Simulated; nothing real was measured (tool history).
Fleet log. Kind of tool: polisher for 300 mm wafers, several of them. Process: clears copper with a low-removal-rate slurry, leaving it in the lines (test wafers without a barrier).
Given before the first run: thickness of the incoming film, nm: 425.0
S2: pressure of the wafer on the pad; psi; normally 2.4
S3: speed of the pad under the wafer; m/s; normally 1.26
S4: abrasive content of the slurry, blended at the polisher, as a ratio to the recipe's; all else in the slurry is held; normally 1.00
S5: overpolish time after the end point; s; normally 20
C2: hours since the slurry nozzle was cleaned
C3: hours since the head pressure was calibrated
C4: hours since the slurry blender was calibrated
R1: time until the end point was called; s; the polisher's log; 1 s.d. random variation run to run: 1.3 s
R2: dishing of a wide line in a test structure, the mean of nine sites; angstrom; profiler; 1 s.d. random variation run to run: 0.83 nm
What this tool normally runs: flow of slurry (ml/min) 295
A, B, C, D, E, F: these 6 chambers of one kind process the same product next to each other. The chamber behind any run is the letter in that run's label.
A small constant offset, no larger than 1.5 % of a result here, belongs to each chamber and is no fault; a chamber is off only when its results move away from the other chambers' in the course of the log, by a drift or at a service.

{"run": "1F", "day": 0.408, "flow of slurry (ml/min)": 295, "S2": 2.4, "S3": 1.26, "S4": 1.0, "S5": 20, "wafers polished on this pad": 114, "C2": 423.2, "C3": 471.4, "C4": 11.1, "R1": 119.0, "R2": 484.71}
{"run": "2E", "day": 0.733, "flow of slurry (ml/min)": 295, "S2": 2.4, "S3": 1.26, "S4": 1.0, "S5": 20, "wafers polished on this pad": 160, "C2": 116.4, "C3": 134.2, "C4": 56.9, "R1": 116.44, "R2": 473.56}
{"run": "3D", "day": 0.983, "flow of slurry (ml/min)": 295, "S2": 2.4, "S3": 1.26, "S4": 1.0, "S5": 20, "wafers polished on this pad": 271, "C2": 226.7, "C3": 428.1, "C4": 80.1, "R1": 118.54, "R2": 474.44}
{"run": "4C", "day": 1.288, "flow of slurry (ml/min)": 295, "S2": 2.4, "S3": 1.26, "S4": 1.0, "S5": 20, "wafers polished on this pad": 983, "C2": 332.5, "C3": 171.8, "C4": 33.6, "R1": 119.67, "R2": 482.47}
{"run": "5A", "day": 1.538, "flow of slurry (ml/min)": 295, "S2": 2.4, "S3": 1.26, "S4": 1.0, "S5": 20, "wafers polished on this pad": 1428, "C2": 462.5, "C3": 223.5, "C4": 109.7, "R1": 118.03, "R2": 473.56}
{"day": 1.729, "done": "chamber B: slurry blender recalibrated"}
{"run": "6B", "day": 1.946, "flow of slurry (ml/min)": 295, "S2": 2.4, "S3": 1.26, "S4": 1.0, "S5": 20, "wafers polished on this pad": 956, "C2": 189.8, "C3": 210.1, "C4": 5.2, "R1": 119.63, "R2": 486.98}
{"run": "7C", "day": 2.292, "flow of slurry (ml/min)": 295, "S2": 2.4, "S3": 1.26, "S4": 1.0, "S5": 20, "wafers polished on this pad": 1154, "C2": 356.6, "C3": 195.9, "C4": 57.7, "R1": 118.14, "R2": 493.67}
{"day": 2.512, "done": "chamber A: worn pad replaced by a new one"}
{"day": 2.517, "done": "chamber D: slurry nozzle cleaned"}
{"day": 2.558, "done": "chamber C: worn pad replaced by a new one"}
{"run": "8A", "day": 2.562, "flow of slurry (ml/min)": 295, "S2": 2.4, "S3": 1.26, "S4": 1.0, "S5": 20, "wafers polished on this pad": 9, "C2": 487.1, "C3": 248.1, "C4": 134.3, "R1": 119.87, "R2": 473.86}
{"run": "9D", "day": 2.879, "flow of slurry (ml/min)": 295, "S2": 2.4, "S3": 1.26, "S4": 1.0, "S5": 20, "wafers polished on this pad": 593, "C2": 8.7, "C3": 473.6, "C4": 125.6, "R1": 117.44, "R2": 488.76}
{"day": 3.221, "done": "chamber D: worn pad replaced by a new one"}
{"run": "10F", "day": 3.242, "flow of slurry (ml/min)": 295, "S2": 2.4, "S3": 1.26, "S4": 1.0, "S5": 20, "wafers polished on this pad": 595, "C2": 491.2, "C3": 539.4, "C4": 79.1, "R1": 118.69, "R2": 482.62}
{"run": "11E", "day": 3.538, "flow of slurry (ml/min)": 295, "S2": 2.4, "S3": 1.26, "S4": 1.0, "S5": 20, "wafers polished on this pad": 637, "C2": 183.7, "C3": 201.5, "C4": 124.2, "R1": 120.65, "R2": 478.7}
{"run": "12B", "day": 3.8, "flow of slurry (ml/min)": 295, "S2": 2.4, "S3": 1.26, "S4": 1.0, "S5": 20, "wafers polished on this pad": 1271, "C2": 234.3, "C3": 254.6, "C4": 49.7, "R1": 117.48, "R2": 474.96}
{"run": "13B", "day": 4.171, "flow of slurry (ml/min)": 295, "S2": 2.4, "S3": 1.26, "S4": 1.0, "S5": 20, "wafers polished on this pad": 1334, "C2": 243.2, "C3": 263.5, "C4": 58.6, "R1": 117.09, "R2": 483.94}
{"run": "14D", "day": 4.388, "flow of slurry (ml/min)": 295, "S2": 2.4, "S3": 1.26, "S4": 1.0, "S5": 20, "wafers polished on this pad": 198, "C2": 44.9, "C3": 509.8, "C4": 161.8, "R1": 117.95, "R2": 484.83}
{"day": 4.479, "done": "chamber E: worn pad replaced by a new one"}
{"run": "15C", "day": 4.646, "flow of slurry (ml/min)": 295, "S2": 2.4, "S3": 1.26, "S4": 1.0, "S5": 20, "wafers polished on this pad": 355, "C2": 413.1, "C3": 252.4, "C4": 114.2, "R1": 117.19, "R2": 480.82}
{"day": 4.896, "done": "chamber B: worn pad replaced by a new one"}
{"run": "16F", "day": 5.0, "flow of slurry (ml/min)": 295, "S2": 2.4, "S3": 1.26, "S4": 0.85, "S5": 20, "wafers polished on this pad": 894, "C2": 533.4, "C3": 581.6, "C4": 121.3, "R1": 120.54, "R2": 468.42}
{"day": 5.075, "done": "chamber F: worn pad replaced by a new one"}
{"run": "17A", "day": 5.25, "flow of slurry (ml/min)": 295, "S2": 2.4, "S3": 1.26, "S4": 0.85, "S5": 20, "wafers polished on this pad": 465, "C2": 551.6, "C3": 312.6, "C4": 198.8, "R1": 122.14, "R2": 466.02}
{"run": "18E", "day": 5.583, "flow of slurry (ml/min)": 295, "S2": 2.4, "S3": 1.26, "S4": 0.85, "S5": 20, "wafers polished on this pad": 187, "C2": 232.8, "C3": 250.6, "C4": 173.3, "R1": 124.56, "R2": 470.68}
{"run": "19C", "day": 5.867, "flow of slurry (ml/min)": 295, "S2": 2.4, "S3": 1.26, "S4": 0.85, "S5": 20, "wafers polished on this pad": 562, "C2": 442.4, "C3": 281.7, "C4": 143.5, "R1": 122.66, "R2": 472.26}
{"run": "20B", "day": 6.179, "flow of slurry (ml/min)": 295, "S2": 2.4, "S3": 1.26, "S4": 0.85, "S5": 20, "wafers polished on this pad": 218, "C2": 291.4, "C3": 311.7, "C4": 106.8, "R1": 124.44, "R2": 453.81}
{"day": 6.242, "done": "chamber D: worn pad replaced by a new one"}
{"run": "21F", "day": 6.454, "flow of slurry (ml/min)": 295, "S2": 2.4, "S3": 1.26, "S4": 0.85, "S5": 20, "wafers polished on this pad": 234, "C2": 568.3, "C3": 616.5, "C4": 156.2, "R1": 121.18, "R2": 474.97}
{"run": "22A", "day": 6.871, "flow of slurry (ml/min)": 295, "S2": 2.4, "S3": 1.26, "S4": 1.0, "S5": 20, "wafers polished on this pad": 741, "C2": 590.5, "C3": 351.5, "C4": 237.7, "R1": 115.52, "R2": 496.83}
{"run": "23E", "day": 7.071, "flow of slurry (ml/min)": 295, "S2": 2.4, "S3": 1.26, "S4": 1.0, "S5": 20, "wafers polished on this pad": 440, "C2": 268.5, "C3": 286.3, "C4": 209.0, "R1": 120.44, "R2": 481.47}
{"run": "24D", "day": 7.312, "flow of slurry (ml/min)": 295, "S2": 2.4, "S3": 1.26, "S4": 1.0, "S5": 20, "wafers polished on this pad": 182, "C2": 115.1, "C3": 580.0, "C4": 232.0, "R1": 116.27, "R2": 477.77}
{"day": 7.554, "done": "chamber C: head pressure recalibrated"}
{"run": "25B", "day": 7.717, "flow of slurry (ml/min)": 295, "S2": 2.4, "S3": 1.26, "S4": 1.0, "S5": 20, "wafers polished on this pad": 479, "C2": 328.3, "C3": 348.6, "C4": 143.7, "R1": 117.31, "R2": 463.69}
{"run": "26F", "day": 8.083, "flow of slurry (ml/min)": 295, "S2": 2.4, "S3": 1.56, "S4": 0.8, "S5": 20, "wafers polished on this pad": 511, "C2": 607.4, "C3": 655.6, "C4": 195.3, "R1": 98.452, "R2": 557.13}
{"run": "27C", "day": 8.338, "flow of slurry (ml/min)": 295, "S2": 2.4, "S3": 1.56, "S4": 0.8, "S5": 20, "wafers polished on this pad": 982, "C2": 501.7, "C3": 18.9, "C4": 202.8, "R1": 91.73, "R2": 602.5}
{"day": 8.392, "done": "chamber C: worn pad replaced by a new one"}
{"run": "28D", "day": 8.629, "flow of slurry (ml/min)": 295, "S2": 2.4, "S3": 1.56, "S4": 0.8, "S5": 20, "wafers polished on this pad": 406, "C2": 146.7, "C3": 611.6, "C4": 263.6, "R1": 100.34, "R2": 544.54}
{"run": "29E", "day": 8.908, "flow of slurry (ml/min)": 295, "S2": 2.4, "S3": 1.56, "S4": 0.8, "S5": 20, "wafers polished on this pad": 753, "C2": 312.6, "C3": 330.4, "C4": 253.1, "R1": 101.54, "R2": 557.27}
{"run": "30A", "day": 9.162, "flow of slurry (ml/min)": 295, "S2": 2.4, "S3": 1.56, "S4": 0.8, "S5": 20, "wafers polished on this pad": 1130, "C2": 645.5, "C3": 406.5, "C4": 292.7, "R1": 100.76, "R2": 536.54}
{"day": 9.5, "done": "chamber B: slurry blender recalibrated"}
{"day": 9.546, "done": "chamber D: worn pad replaced by a new one"}
{"run": "31D", "day": 9.55, "flow of slurry (ml/min)": 295, "S2": 2.4, "S3": 1.56, "S4": 0.8, "S5": 20, "wafers polished on this pad": 1, "C2": 168.8, "C3": 633.7, "C4": 285.7, "R1": 100.18, "R2": 544.73}
{"day": 9.738, "done": "chamber A: worn pad replaced by a new one"}
{"run": "32A", "day": 9.804, "flow of slurry (ml/min)": 295, "S2": 2.4, "S3": 1.26, "S4": 1.0, "S5": 20, "wafers polished on this pad": 11, "C2": 660.9, "C3": 421.9, "C4": 308.1, "R1": 119.44, "R2": 492.05}
{"run": "33B", "day": 10.008, "flow of slurry (ml/min)": 295, "S2": 2.4, "S3": 1.26, "S4": 1.0, "S5": 20, "wafers polished on this pad": 869, "C2": 383.3, "C3": 403.6, "C4": 12.2, "R1": 117.88, "R2": 482.85}
{"day": 10.3, "done": "chamber E: worn pad replaced by a new one"}
{"run": "34F", "day": 10.317, "flow of slurry (ml/min)": 295, "S2": 2.4, "S3": 1.26, "S4": 1.0, "S5": 20, "wafers polished on this pad": 891, "C2": 661.0, "C3": 709.2, "C4": 248.9, "R1": 119.42, "R2": 491.19}
{"day": 10.354, "done": "chamber F: worn pad replaced by a new one"}
{"run": "35E", "day": 10.596, "flow of slurry (ml/min)": 295, "S2": 2.4, "S3": 1.26, "S4": 1.0, "S5": 20, "wafers polished on this pad": 50, "C2": 353.1, "C3": 370.9, "C4": 293.6, "R1": 120.4, "R2": 483.57}
{"day": 10.788, "done": "chamber A: slurry blender recalibrated"}
{"run": "36C", "day": 10.788, "flow of slurry (ml/min)": 295, "S2": 2.4, "S3": 1.26, "S4": 1.0, "S5": 20, "wafers polished on this pad": 407, "C2": 560.5, "C3": 77.7, "C4": 261.6, "R1": 108.96, "R2": 515.5}
{"run": "37A", "day": 11.008, "flow of slurry (ml/min)": 295, "S2": 2.4, "S3": 1.26, "S4": 1.0, "S5": 20, "wafers polished on this pad": 216, "C2": 689.8, "C3": 450.8, "C4": 5.3, "R1": 116.89, "R2": 479.61}
{"run": "38D", "day": 11.421, "flow of slurry (ml/min)": 295, "S2": 2.4, "S3": 1.26, "S4": 1.0, "S5": 20, "wafers polished on this pad": 319, "C2": 213.7, "C3": 678.6, "C4": 330.6, "R1": 117.96, "R2": 486.21}
{"run": "39E", "day": 11.783, "flow of slurry (ml/min)": 295, "S2": 2.4, "S3": 1.26, "S4": 1.0, "S5": 20, "wafers polished on this pad": 252, "C2": 381.6, "C3": 399.4, "C4": 322.1, "R1": 122.14, "R2": 493.6}
{"day": 11.95, "done": "chamber B: worn pad replaced by a new one"}
{"run": "40F", "day": 12.196, "flow of slurry (ml/min)": 295, "S2": 2.4, "S3": 1.26, "S4": 1.0, "S5": 20, "wafers polished on this pad": 313, "C2": 706.1, "C3": 754.3, "C4": 294.0, "R1": 116.18, "R2": 482.96}
{"run": "41B", "day": 12.379, "flow of slurry (ml/min)": 295, "S2": 2.4, "S3": 1.26, "S4": 1.0, "S5": 20, "wafers polished on this pad": 73, "C2": 440.2, "C3": 460.5, "C4": 69.1, "R1": 117.59, "R2": 476.45}
{"run": "42C", "day": 12.775, "flow of slurry (ml/min)": 295, "S2": 3.0, "S3": 1.26, "S4": 1.15, "S5": 20, "wafers polished on this pad": 745, "C2": 608.2, "C3": 125.4, "C4": 309.3, "R1": 85.639, "R2": 645.94}
{"day": 12.821, "done": "chamber D: worn pad replaced by a new one"}
{"run": "43A", "day": 13.104, "flow of slurry (ml/min)": 295, "S2": 3.0, "S3": 1.26, "S4": 1.15, "S5": 20, "wafers polished on this pad": 572, "C2": 740.1, "C3": 501.1, "C4": 55.6, "R1": 93.686, "R2": 592.16}
{"run": "44D", "day": 13.467, "flow of slurry (ml/min)": 295, "S2": 3.0, "S3": 1.26, "S4": 1.15, "S5": 20, "wafers polished on this pad": 110, "C2": 262.8, "C3": 727.7, "C4": 379.7, "R1": 91.252, "R2": 615.62}

Decide between three cases: one chamber stands off from its peers, the gauge reading all wafers drifts, or nothing is wrong past each chamber's small offset. Where a chamber is off, say which and what most likely put it there.

A service on chamber C put it out of line with the rest.
What lies behind it: head's pressure above its setpoint, % = 9.09.

Chamber C could run next with any of the 4 candidate recipes listed below; each alters the usual settings, and their results appear as question marks. Which one brings its results back in line with what the other chambers deliver on the usual settings?
In line here means within this much of the mean the other chambers give on the usual settings: R1 4.700 s; R2 29.00 angstrom
{"run": "45C-1", "day": 13.767, "flow of slurry (ml/min)": 295, "S2": 2.5, "S3": 1.32, "S4": 1.0, "S5": 20, "R1": "?", "R2": "?"}
{"run": "45C-2", "day": 13.767, "flow of slurry (ml/min)": 295, "S2": 2.6, "S3": 1.36, "S4": 1.0, "S5": 21, "R1": "?", "R2": "?"}
{"run": "45C-3", "day": 13.767, "flow of slurry (ml/min)": 295, "S2": 2.3, "S3": 1.2, "S4": 1.0, "S5": 20, "R1": "?", "R2": "?"}
{"run": "45C-4", "day": 13.767, "flow of slurry (ml/min)": 295, "S2": 2.2, "S3": 1.16, "S4": 1.0, "S5": 19, "R1": "?", "R2": "?"}

The other chambers' mean on the usual settings: R1 118.530 s; R2 480.66 angstrom
run=45C-1 R1=99.713 R2=566.69
run=45C-2 R1=93.087 R2=624.42
run=45C-3 R1=119.170 R2=486.59
run=45C-4 R1=128.830 R2=435.24
With 45C-3, the chamber falls back in line with the rest.

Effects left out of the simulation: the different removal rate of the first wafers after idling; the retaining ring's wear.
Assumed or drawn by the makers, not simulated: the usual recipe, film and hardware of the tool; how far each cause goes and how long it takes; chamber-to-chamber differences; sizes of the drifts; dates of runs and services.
